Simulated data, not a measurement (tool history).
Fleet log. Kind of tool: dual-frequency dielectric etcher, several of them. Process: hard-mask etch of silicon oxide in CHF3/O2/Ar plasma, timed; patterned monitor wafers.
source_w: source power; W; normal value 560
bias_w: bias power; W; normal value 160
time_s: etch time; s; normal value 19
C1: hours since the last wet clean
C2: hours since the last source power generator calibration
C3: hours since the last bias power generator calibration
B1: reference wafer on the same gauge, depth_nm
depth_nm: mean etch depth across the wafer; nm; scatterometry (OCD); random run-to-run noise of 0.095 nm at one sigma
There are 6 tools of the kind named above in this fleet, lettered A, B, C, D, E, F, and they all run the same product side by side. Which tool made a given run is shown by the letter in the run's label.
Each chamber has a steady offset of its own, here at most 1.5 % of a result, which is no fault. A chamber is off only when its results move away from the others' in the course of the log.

{"run": "1A", "day": 0.221, "source_w": 560, "bias_w": 160, "time_s": 19, "C1": 134.6, "C2": 1879.6, "C3": 819.6, "B1": 35.812, "depth_nm": 34.864}
{"run": "2D", "day": 0.492, "source_w": 560, "bias_w": 160, "time_s": 19, "C1": 50.3, "C2": 770.5, "C3": 564.7, "B1": 35.815, "depth_nm": 35.587}
{"run": "3E", "day": 0.812, "source_w": 560, "bias_w": 160, "time_s": 19, "C1": 228.4, "C2": 3916.7, "C3": 1733.5, "B1": 35.792, "depth_nm": 35.66}
{"run": "4C", "day": 1.046, "source_w": 560, "bias_w": 160, "time_s": 19, "C1": 113.5, "C2": 1239.5, "C3": 32.5, "B1": 35.791, "depth_nm": 34.884}
{"run": "5B", "day": 1.388, "source_w": 560, "bias_w": 160, "time_s": 19, "C1": 283.6, "C2": 2728.5, "C3": 3160.4, "B1": 35.794, "depth_nm": 35.294}
{"run": "6F", "day": 1.592, "source_w": 610, "bias_w": 189, "time_s": 19, "C1": 301.7, "C2": 557.2, "C3": 208.2, "B1": 35.811, "depth_nm": 38.87}
{"run": "7C", "day": 1.779, "source_w": 610, "bias_w": 189, "time_s": 19, "C1": 131.1, "C2": 1257.1, "C3": 50.1, "B1": 35.787, "depth_nm": 38.177}
{"run": "8E", "day": 2.062, "source_w": 610, "bias_w": 189, "time_s": 19, "C1": 258.4, "C2": 3946.7, "C3": 1763.5, "B1": 35.784, "depth_nm": 38.979}
{"run": "9F", "day": 2.396, "source_w": 610, "bias_w": 189, "time_s": 19, "C1": 321.0, "C2": 576.5, "C3": 227.5, "B1": 35.813, "depth_nm": 38.747}
{"run": "10B", "day": 2.692, "source_w": 610, "bias_w": 189, "time_s": 19, "C1": 314.9, "C2": 2759.8, "C3": 3191.7, "B1": 35.815, "depth_nm": 38.712}
{"run": "11D", "day": 2.908, "source_w": 610, "bias_w": 189, "time_s": 19, "C1": 108.3, "C2": 828.5, "C3": 622.7, "B1": 35.787, "depth_nm": 38.846}
{"run": "12A", "day": 3.133, "source_w": 560, "bias_w": 160, "time_s": 19, "C1": 204.5, "C2": 1949.5, "C3": 889.5, "B1": 35.805, "depth_nm": 34.885}
{"run": "13C", "day": 3.325, "source_w": 560, "bias_w": 160, "time_s": 19, "C1": 168.2, "C2": 1294.2, "C3": 87.2, "B1": 35.804, "depth_nm": 34.936}
{"run": "14E", "day": 3.725, "source_w": 560, "bias_w": 160, "time_s": 19, "C1": 298.3, "C2": 3986.6, "C3": 1803.4, "B1": 35.804, "depth_nm": 35.687}
{"run": "15F", "day": 3.942, "source_w": 560, "bias_w": 160, "time_s": 19, "C1": 358.1, "C2": 613.6, "C3": 264.6, "B1": 35.799, "depth_nm": 35.428}
{"run": "16A", "day": 4.2, "source_w": 560, "bias_w": 160, "time_s": 19, "C1": 230.1, "C2": 1975.1, "C3": 915.1, "B1": 35.796, "depth_nm": 34.764}
{"run": "17D", "day": 4.483, "source_w": 560, "bias_w": 160, "time_s": 19, "C1": 146.1, "C2": 866.3, "C3": 660.5, "B1": 35.809, "depth_nm": 35.565}
{"run": "18B", "day": 4.733, "source_w": 560, "bias_w": 160, "time_s": 19, "C1": 363.9, "C2": 2808.8, "C3": 3240.7, "B1": 35.797, "depth_nm": 35.527}
{"run": "19B", "day": 4.938, "source_w": 560, "bias_w": 160, "time_s": 19, "C1": 368.8, "C2": 2813.7, "C3": 3245.6, "B1": 35.804, "depth_nm": 35.379}
{"day": 5.117, "done": "chamber E: wet clean of the chamber"}
{"run": "20A", "day": 5.15, "source_w": 560, "bias_w": 160, "time_s": 19, "C1": 252.9, "C2": 1997.9, "C3": 937.9, "B1": 35.801, "depth_nm": 34.708}
{"run": "21F", "day": 5.358, "source_w": 560, "bias_w": 160, "time_s": 19, "C1": 392.1, "C2": 647.6, "C3": 298.6, "B1": 35.791, "depth_nm": 35.569}
{"run": "22C", "day": 5.621, "source_w": 560, "bias_w": 160, "time_s": 19, "C1": 223.3, "C2": 1349.3, "C3": 142.3, "B1": 35.782, "depth_nm": 34.982}
{"run": "23D", "day": 5.854, "source_w": 560, "bias_w": 160, "time_s": 19, "C1": 179.0, "C2": 899.2, "C3": 693.4, "B1": 35.817, "depth_nm": 35.843}
{"run": "24E", "day": 6.129, "source_w": 560, "bias_w": 160, "time_s": 19, "C1": 24.3, "C2": 4044.3, "C3": 1861.1, "B1": 35.826, "depth_nm": 35.832}
{"run": "25F", "day": 6.4, "source_w": 560, "bias_w": 160, "time_s": 19, "C1": 417.1, "C2": 672.6, "C3": 323.6, "B1": 35.795, "depth_nm": 35.41}
{"run": "26C", "day": 6.638, "source_w": 560, "bias_w": 160, "time_s": 19, "C1": 247.7, "C2": 1373.7, "C3": 166.7, "B1": 35.783, "depth_nm": 34.873}
{"day": 6.754, "done": "chamber B: bias power generator calibrated"}
{"run": "27B", "day": 7.025, "source_w": 560, "bias_w": 160, "time_s": 19, "C1": 418.9, "C2": 2863.8, "C3": 6.5, "B1": 35.805, "depth_nm": 35.408}
{"run": "28E", "day": 7.204, "source_w": 560, "bias_w": 160, "time_s": 19, "C1": 50.1, "C2": 4070.1, "C3": 1886.9, "B1": 35.765, "depth_nm": 35.487}
{"run": "29D", "day": 7.525, "source_w": 560, "bias_w": 160, "time_s": 19, "C1": 219.1, "C2": 939.3, "C3": 733.5, "B1": 35.807, "depth_nm": 35.928}
{"run": "30A", "day": 7.775, "source_w": 560, "bias_w": 160, "time_s": 19, "C1": 315.9, "C2": 2060.9, "C3": 1000.9, "B1": 35.784, "depth_nm": 34.944}
{"run": "31F", "day": 8.05, "source_w": 560, "bias_w": 160, "time_s": 19, "C1": 456.7, "C2": 712.2, "C3": 363.2, "B1": 35.812, "depth_nm": 35.472}
{"run": "32A", "day": 8.354, "source_w": 560, "bias_w": 160, "time_s": 19, "C1": 329.8, "C2": 2074.8, "C3": 1014.8, "B1": 35.773, "depth_nm": 34.816}
{"run": "33D", "day": 8.75, "source_w": 560, "bias_w": 160, "time_s": 19, "C1": 248.5, "C2": 968.7, "C3": 762.9, "B1": 35.822, "depth_nm": 35.935}
{"run": "34B", "day": 9.017, "source_w": 560, "bias_w": 160, "time_s": 22, "C1": 466.7, "C2": 2911.6, "C3": 54.3, "B1": 35.818, "depth_nm": 40.979}
{"run": "35E", "day": 9.196, "source_w": 560, "bias_w": 160, "time_s": 22, "C1": 97.9, "C2": 4117.9, "C3": 1934.7, "B1": 35.794, "depth_nm": 41.363}
{"run": "36C", "day": 9.471, "source_w": 560, "bias_w": 160, "time_s": 22, "C1": 315.7, "C2": 1441.7, "C3": 234.7, "B1": 35.808, "depth_nm": 40.665}
{"run": "37E", "day": 9.771, "source_w": 560, "bias_w": 160, "time_s": 22, "C1": 111.7, "C2": 4131.7, "C3": 1948.5, "B1": 35.798, "depth_nm": 41.369}
{"run": "38C", "day": 10.167, "source_w": 560, "bias_w": 160, "time_s": 22, "C1": 332.4, "C2": 1458.4, "C3": 251.4, "B1": 35.819, "depth_nm": 40.203}
{"run": "39B", "day": 10.462, "source_w": 560, "bias_w": 160, "time_s": 22, "C1": 501.4, "C2": 2946.3, "C3": 89.0, "B1": 35.804, "depth_nm": 41.148}
{"run": "40A", "day": 10.679, "source_w": 620, "bias_w": 145, "time_s": 19, "C1": 385.6, "C2": 2130.6, "C3": 1070.6, "B1": 35.803, "depth_nm": 35.076}
{"run": "41F", "day": 11.046, "source_w": 620, "bias_w": 145, "time_s": 19, "C1": 528.6, "C2": 784.1, "C3": 435.1, "B1": 35.825, "depth_nm": 35.618}

Which is it: a chamber that has drifted or been left off by a service, a gauge drift common to all chambers, or only each chamber's usual small offset? If a chamber is off, name it and its likeliest cause.

Little by little, chamber D moves away from the other chambers.
Most likely cause: bias power that arrives over what is set, % = 4.88.
The log may not separate it from: etch rate over this chamber's usual, %; source power that arrives over what is set, %.

Which of the 4 candidates below, each the usual settings with something changed and its results left as question marks, puts chamber D back in line with what the other chambers give on the usual settings?
To be in line, a result may differ from the other chambers' mean on the usual settings by at most: depth_nm 0.330 nm
{"run": "42D-1", "day": 11.338, "source_w": 570, "bias_w": 162, "time_s": 19.5, "depth_nm": "?"}
{"run": "42D-2", "day": 11.338, "source_w": 560, "bias_w": 160, "time_s": 19.5, "depth_nm": "?"}
{"run": "42D-3", "day": 11.338, "source_w": 560, "bias_w": 141, "time_s": 19.0, "depth_nm": "?"}
{"run": "42D-4", "day": 11.338, "source_w": 540, "bias_w": 155, "time_s": 19.0, "depth_nm": "?"}

Average result of the remaining chambers running the usual settings: depth_nm 35.262 nm
run=42D-1 depth_nm=37.482
run=42D-2 depth_nm=37.070
run=42D-3 depth_nm=34.647
run=42D-4 depth_nm=35.237
42D-4 puts the chamber back in line with the other chambers.
